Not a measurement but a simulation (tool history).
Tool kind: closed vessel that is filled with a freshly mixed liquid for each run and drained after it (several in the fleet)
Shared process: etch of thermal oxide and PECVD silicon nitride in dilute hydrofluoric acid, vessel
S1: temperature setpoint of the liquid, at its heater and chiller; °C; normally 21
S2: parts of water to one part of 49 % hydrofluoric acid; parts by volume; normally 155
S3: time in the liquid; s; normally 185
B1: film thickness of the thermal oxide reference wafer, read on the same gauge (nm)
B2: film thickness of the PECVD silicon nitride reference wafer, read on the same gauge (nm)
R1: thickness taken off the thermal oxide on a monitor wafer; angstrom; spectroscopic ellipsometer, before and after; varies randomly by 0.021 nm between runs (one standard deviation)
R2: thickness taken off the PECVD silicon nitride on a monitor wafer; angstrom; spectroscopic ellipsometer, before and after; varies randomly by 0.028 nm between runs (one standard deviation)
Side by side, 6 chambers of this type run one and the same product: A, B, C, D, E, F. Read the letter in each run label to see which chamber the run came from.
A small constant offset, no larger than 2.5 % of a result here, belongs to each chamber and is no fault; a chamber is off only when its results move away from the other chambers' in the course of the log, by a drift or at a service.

-- hour=3.5 chamber D: hydrofluoric acid flow meter replaced
run 1E hour=5 | S1=21 S2=155 S3=185 | B1=79.991 B2=80.022 | R1=46.982 R2=52.134
run 2A hour=10.6 | S1=21 S2=155 S3=185 | B1=80.011 B2=80.015 | R1=46.874 R2=52.91
run 3F hour=16.1 | S1=21 S2=155 S3=185 | B1=79.979 B2=79.985 | R1=47.134 R2=53.927
run 4B hour=22.9 | S1=21 S2=155 S3=185 | B1=79.995 B2=79.991 | R1=45.88 R2=53.698
run 5D hour=27.9 | S1=18 S2=155 S3=185 | B1=79.999 B2=79.996 | R1=41.225 R2=43.924
run 6C hour=32.9 | S1=18 S2=155 S3=185 | B1=79.993 B2=79.998 | R1=41.374 R2=44.301
run 7A hour=41.9 | S1=18 S2=155 S3=185 | B1=80.01 B2=80.002 | R1=41.234 R2=43.151
run 8B hour=51.8 | S1=18 S2=155 S3=185 | B1=79.979 B2=80.009 | R1=40.71 R2=43.863
run 9C hour=56.8 | S1=18 S2=155 S3=185 | B1=80.035 B2=80.013 | R1=41.498 R2=44.397
run 10D hour=63.2 | S1=18 S2=155 S3=185 | B1=80.016 B2=80.012 | R1=41.124 R2=44.171
run 11E hour=70.5 | S1=21 S2=155 S3=185 | B1=79.971 B2=80.009 | R1=46.95 R2=52.169
-- hour=70.9 chamber A: thermometer replaced
run 12F hour=79.1 | S1=21 S2=155 S3=185 | B1=79.995 B2=79.983 | R1=47.244 R2=53.775
run 13B hour=90.1 | S1=21 S2=155 S3=185 | B1=79.991 B2=80.018 | R1=46.31 R2=53.639
run 14F hour=98.4 | S1=21 S2=155 S3=185 | B1=80.01 B2=79.995 | R1=46.973 R2=53.702
run 15D hour=107 | S1=21 S2=155 S3=185 | B1=79.996 B2=79.99 | R1=46.778 R2=53.16
run 16A hour=117.1 | S1=21 S2=155 S3=185 | B1=80.007 B2=80.008 | R1=46.369 R2=53.217
run 17C hour=122.5 | S1=21 S2=155 S3=185 | B1=79.99 B2=79.981 | R1=46.785 R2=54.059
run 18E hour=127.5 | S1=21 S2=155 S3=185 | B1=79.976 B2=79.991 | R1=46.132 R2=51.856
run 19F hour=132.5 | S1=21 S2=155 S3=185 | B1=79.991 B2=80.007 | R1=46.882 R2=54.31
-- hour=134.9 chamber F: thermometer replaced
run 20E hour=140.5 | S1=21 S2=155 S3=185 | B1=80.027 B2=79.983 | R1=45.702 R2=51.159
run 21B hour=147.3 | S1=21 S2=155 S3=185 | B1=80.003 B2=79.983 | R1=46.059 R2=53.857
run 22D hour=155.9 | S1=21 S2=155 S3=185 | B1=79.975 B2=80.017 | R1=46.44 R2=53.467
run 23C hour=166.1 | S1=21 S2=155 S3=185 | B1=80.005 B2=79.985 | R1=46.748 R2=53.802
run 24A hour=174.7 | S1=21 S2=155 S3=185 | B1=79.997 B2=80.01 | R1=46.676 R2=52.838
run 25E hour=180.3 | S1=21 S2=155 S3=185 | B1=79.977 B2=80.008 | R1=45.641 R2=51.306
run 26B hour=186.4 | S1=21 S2=155 S3=185 | B1=80.009 B2=79.986 | R1=46.106 R2=54.53
run 27A hour=194.4 | S1=21 S2=155 S3=185 | B1=79.998 B2=79.984 | R1=46.332 R2=52.815
run 28C hour=199.6 | S1=21 S2=155 S3=185 | B1=79.999 B2=80.011 | R1=46.713 R2=53.412
run 29F hour=205.2 | S1=21 S2=155 S3=185 | B1=79.99 B2=79.979 | R1=47.124 R2=53.12
run 30D hour=211.8 | S1=21 S2=155 S3=185 | B1=80.007 B2=80.018 | R1=46.804 R2=53.213
run 31B hour=217.4 | S1=18.5 S2=155 S3=220 | B1=79.995 B2=79.997 | R1=49.698 R2=54.369
run 32E hour=225.4 | S1=18.5 S2=155 S3=220 | B1=80.018 B2=80.018 | R1=49.2 R2=51.622
run 33F hour=234.3 | S1=18.5 S2=155 S3=220 | B1=80.001 B2=80.014 | R1=50.84 R2=53.714
run 34C hour=242.7 | S1=18.5 S2=155 S3=220 | B1=79.983 B2=79.99 | R1=50.407 R2=54.257
run 35A hour=251.5 | S1=18.5 S2=155 S3=220 | B1=79.987 B2=80.007 | R1=49.74 R2=53.026
run 36D hour=257.7 | S1=18.5 S2=155 S3=220 | B1=79.991 B2=79.975 | R1=50.332 R2=53.768
run 37D hour=267.7 | S1=21 S2=155 S3=185 | B1=80.015 B2=80.004 | R1=46.496 R2=53.597
run 38A hour=278.5 | S1=21 S2=125 S3=250 | B1=79.989 B2=79.994 | R1=80.207 R2=88.376
run 39B hour=284 | S1=21 S2=125 S3=250 | B1=79.999 B2=79.986 | R1=80.126 R2=90.372
run 40F hour=293.5 | S1=21 S2=125 S3=250 | B1=79.997 B2=80.01 | R1=81.428 R2=88.739

All 6 chambers run these settings next. Forecast each chamber's results:
run 41A hour=301.4 | S1=23 S2=155 S3=185 | R1=? R2=?
run 41B hour=301.4 | S1=23 S2=155 S3=185 | R1=? R2=?
run 41C hour=301.4 | S1=23 S2=155 S3=185 | R1=? R2=?
run 41D hour=301.4 | S1=23 S2=155 S3=185 | R1=? R2=?
run 41E hour=301.4 | S1=23 S2=155 S3=185 | R1=? R2=?
run 41F hour=301.4 | S1=23 S2=155 S3=185 | R1=? R2=?

run=41A R1=50.276 R2=60.695
run=41B R1=49.761 R2=61.34
run=41C R1=50.364 R2=60.867
run=41D R1=50.542 R2=61.371
run=41E R1=49.01 R2=57.583
run=41F R1=50.56 R2=61.193
